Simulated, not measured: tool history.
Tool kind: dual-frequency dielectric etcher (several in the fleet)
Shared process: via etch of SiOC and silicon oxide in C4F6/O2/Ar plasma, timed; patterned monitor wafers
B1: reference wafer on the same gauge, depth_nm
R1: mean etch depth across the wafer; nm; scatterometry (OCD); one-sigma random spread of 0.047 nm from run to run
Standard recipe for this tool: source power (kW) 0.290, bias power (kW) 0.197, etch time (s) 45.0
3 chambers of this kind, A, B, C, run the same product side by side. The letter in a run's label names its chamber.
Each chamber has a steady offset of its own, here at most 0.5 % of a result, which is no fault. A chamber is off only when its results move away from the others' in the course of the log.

run 1C day=0.196 | source_power_(kW)=0.290 bias_power_(kW)=0.197 etch_time_(s)=45.0 | B1=53.793 | R1=46.188
run 2A day=0.338 | source_power_(kW)=0.290 bias_power_(kW)=0.197 etch_time_(s)=45.0 | B1=53.803 | R1=46.047
run 3B day=0.488 | source_power_(kW)=0.290 bias_power_(kW)=0.197 etch_time_(s)=45.0 | B1=53.778 | R1=46.283
run 4A day=0.642 | source_power_(kW)=0.290 bias_power_(kW)=0.197 etch_time_(s)=45.0 | B1=53.765 | R1=46.048
run 5B day=0.817 | source_power_(kW)=0.290 bias_power_(kW)=0.182 etch_time_(s)=34.5 | B1=53.768 | R1=34.501
run 6C day=0.950 | source_power_(kW)=0.290 bias_power_(kW)=0.182 etch_time_(s)=34.5 | B1=53.759 | R1=34.477
run 7A day=1.054 | source_power_(kW)=0.290 bias_power_(kW)=0.182 etch_time_(s)=34.5 | B1=53.772 | R1=34.402
run 8C day=1.212 | source_power_(kW)=0.240 bias_power_(kW)=0.197 etch_time_(s)=45.0 | B1=53.750 | R1=42.966
run 9B day=1.404 | source_power_(kW)=0.240 bias_power_(kW)=0.197 etch_time_(s)=45.0 | B1=53.740 | R1=42.919
run 10C day=1.542 | source_power_(kW)=0.240 bias_power_(kW)=0.197 etch_time_(s)=45.0 | B1=53.741 | R1=42.894
run 11A day=1.675 | source_power_(kW)=0.290 bias_power_(kW)=0.197 etch_time_(s)=45.0 | B1=53.728 | R1=46.032
run 12B day=1.842 | source_power_(kW)=0.240 bias_power_(kW)=0.197 etch_time_(s)=36.5 | B1=53.722 | R1=34.899
run 13B day=2.033 | source_power_(kW)=0.240 bias_power_(kW)=0.197 etch_time_(s)=36.5 | B1=53.715 | R1=34.752
run 14C day=2.142 | source_power_(kW)=0.240 bias_power_(kW)=0.197 etch_time_(s)=36.5 | B1=53.724 | R1=34.774
-- day=2.196 chamber C: bias power generator calibrated
run 15A day=2.354 | source_power_(kW)=0.290 bias_power_(kW)=0.197 etch_time_(s)=45.0 | B1=53.716 | R1=45.979
-- day=2.454 chamber A: source power generator calibrated
run 16C day=2.521 | source_power_(kW)=0.290 bias_power_(kW)=0.197 etch_time_(s)=45.0 | B1=53.699 | R1=46.224
run 17A day=2.712 | source_power_(kW)=0.290 bias_power_(kW)=0.197 etch_time_(s)=45.0 | B1=53.691 | R1=46.075
-- day=2.717 chamber C: wet clean of the chamber
run 18B day=2.883 | source_power_(kW)=0.290 bias_power_(kW)=0.197 etch_time_(s)=45.0 | B1=53.692 | R1=46.158
run 19A day=2.975 | source_power_(kW)=0.290 bias_power_(kW)=0.197 etch_time_(s)=45.0 | B1=53.686 | R1=46.125
run 20B day=3.121 | source_power_(kW)=0.290 bias_power_(kW)=0.197 etch_time_(s)=45.0 | B1=53.672 | R1=46.139
run 21C day=3.321 | source_power_(kW)=0.290 bias_power_(kW)=0.197 etch_time_(s)=45.0 | B1=53.674 | R1=46.108
run 22A day=3.458 | source_power_(kW)=0.290 bias_power_(kW)=0.197 etch_time_(s)=45.0 | B1=53.671 | R1=46.067
run 23C day=3.654 | source_power_(kW)=0.330 bias_power_(kW)=0.155 etch_time_(s)=45.0 | B1=53.668 | R1=44.951
run 24B day=3.758 | source_power_(kW)=0.330 bias_power_(kW)=0.155 etch_time_(s)=45.0 | B1=53.653 | R1=44.764
run 25B day=3.892 | source_power_(kW)=0.330 bias_power_(kW)=0.155 etch_time_(s)=45.0 | B1=53.659 | R1=44.750
run 26A day=4.092 | source_power_(kW)=0.290 bias_power_(kW)=0.197 etch_time_(s)=45.0 | B1=53.635 | R1=45.971
run 27C day=4.246 | source_power_(kW)=0.290 bias_power_(kW)=0.197 etch_time_(s)=45.0 | B1=53.660 | R1=45.960
run 28B day=4.425 | source_power_(kW)=0.290 bias_power_(kW)=0.197 etch_time_(s)=45.0 | B1=53.656 | R1=46.115
run 29A day=4.617 | source_power_(kW)=0.290 bias_power_(kW)=0.197 etch_time_(s)=45.0 | B1=53.630 | R1=46.039
run 30C day=4.825 | source_power_(kW)=0.290 bias_power_(kW)=0.197 etch_time_(s)=45.0 | B1=53.610 | R1=46.109
run 31B day=4.942 | source_power_(kW)=0.290 bias_power_(kW)=0.197 etch_time_(s)=45.0 | B1=53.619 | R1=46.080
run 32A day=5.033 | source_power_(kW)=0.290 bias_power_(kW)=0.197 etch_time_(s)=45.0 | B1=53.612 | R1=45.878
run 33C day=5.188 | source_power_(kW)=0.290 bias_power_(kW)=0.197 etch_time_(s)=45.0 | B1=53.615 | R1=45.976
run 34B day=5.392 | source_power_(kW)=0.290 bias_power_(kW)=0.197 etch_time_(s)=54.0 | B1=53.585 | R1=55.226
run 35A day=5.529 | source_power_(kW)=0.290 bias_power_(kW)=0.197 etch_time_(s)=54.0 | B1=53.590 | R1=55.167
run 36C day=5.621 | source_power_(kW)=0.290 bias_power_(kW)=0.197 etch_time_(s)=54.0 | B1=53.596 | R1=55.206
run 37B day=5.729 | source_power_(kW)=0.290 bias_power_(kW)=0.197 etch_time_(s)=45.0 | B1=53.582 | R1=46.037

Is one chamber off against the others, does the gauge drift, or is nothing wrong? If a chamber is off, say which, and what the likeliest cause is.

The shared gauge is drifting. All chambers look as if they move in step, but none is off.
Cause: gauge reads low (%) = 0.414.

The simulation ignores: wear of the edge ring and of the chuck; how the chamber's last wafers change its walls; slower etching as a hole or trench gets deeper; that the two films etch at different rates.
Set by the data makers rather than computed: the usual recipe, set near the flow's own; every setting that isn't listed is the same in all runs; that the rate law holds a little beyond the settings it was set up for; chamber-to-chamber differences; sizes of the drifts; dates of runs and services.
